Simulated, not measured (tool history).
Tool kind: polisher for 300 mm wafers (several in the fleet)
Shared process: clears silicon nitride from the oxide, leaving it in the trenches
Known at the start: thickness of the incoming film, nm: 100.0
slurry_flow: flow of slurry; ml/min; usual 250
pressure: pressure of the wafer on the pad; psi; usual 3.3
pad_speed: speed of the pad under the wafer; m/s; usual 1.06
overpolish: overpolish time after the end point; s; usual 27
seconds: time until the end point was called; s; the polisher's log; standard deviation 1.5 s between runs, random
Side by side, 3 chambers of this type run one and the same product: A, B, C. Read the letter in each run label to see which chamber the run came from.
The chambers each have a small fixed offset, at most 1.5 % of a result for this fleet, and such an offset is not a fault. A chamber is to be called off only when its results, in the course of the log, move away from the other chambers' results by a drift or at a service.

run	hour	slurry_flow	pressure	pad_speed	overpolish	seconds
# hour 3.9: chamber A: worn pad replaced by a new one
1B	4.1	250	3.3	1.06	27	101.51
2A	7.8	250	3.3	1.06	27	96.492
3C	12.9	250	3.3	1.06	27	101.15
4C	15.6	250	3.3	1.06	27	99.221
5B	20	250	3.3	1.06	27	101.74
6A	22.7	250	3.3	1.06	27	97.562
7B	25.3	250	3.3	1.06	27	98.965
# hour 28.5: chamber C: worn pad replaced by a new one
8C	30.4	250	3.3	1.06	27	96.884
9A	34	250	3.3	1.06	27	97.65
10A	37.4	250	3.3	1.06	27	96.279
11C	41.5	250	3.3	1.06	27	98.015
# hour 42.9: chamber B: worn pad replaced by a new one
12B	47.3	250	3.3	1.06	27	99.701
13C	49.8	250	3.3	1.06	27	99.254
14B	52.5	250	3.3	1.06	27	96.653
# hour 54.7: chamber C: slurry nozzle cleaned
15A	56.6	250	4.4	1.06	41	74.107
16B	61.3	250	4.4	1.06	41	74.1
17A	65.7	250	4.4	1.06	41	72.404
18C	68.3	250	3.3	1.06	27	97.827
19A	72.4	250	3.3	1.06	27	97.851
20B	76.5	250	3.3	1.06	27	99.558
21C	80.5	250	3.3	1.06	27	97.104
22A	85.4	250	3.3	1.06	27	97.77
23C	88.3	250	3.3	1.06	27	98.626
24B	93.5	250	3.3	1.06	27	97.712
25B	97.4	250	3.3	1.06	27	97.673
# hour 98.3: chamber B: slurry nozzle cleaned
# hour 100.5: chamber A: worn pad replaced by a new one
26C	101	250	2.4	1.06	18	135.44
27A	103.6	250	2.4	1.06	18	131.58
28A	107.9	250	2.4	1.06	18	130.11
29C	110.9	250	3.3	1.06	27	98.418
30B	114.2	250	3.3	1.06	27	99.735
# hour 115.2: chamber B: worn pad replaced by a new one
31A	117.4	250	3.3	1.06	27	96.177
32C	122.9	250	3.3	1.06	27	98.644
33B	126.8	250	3.3	1.06	27	97.302

Each of the 3 chambers runs these same settings next. Fill in every chamber's results:
34A	130.9	250	3.3	1.06	27	?
34B	130.9	250	3.3	1.06	27	?
34C	130.9	250	3.3	1.06	27	?

run	seconds
34A	96.066
34B	98.353
34C	97.439

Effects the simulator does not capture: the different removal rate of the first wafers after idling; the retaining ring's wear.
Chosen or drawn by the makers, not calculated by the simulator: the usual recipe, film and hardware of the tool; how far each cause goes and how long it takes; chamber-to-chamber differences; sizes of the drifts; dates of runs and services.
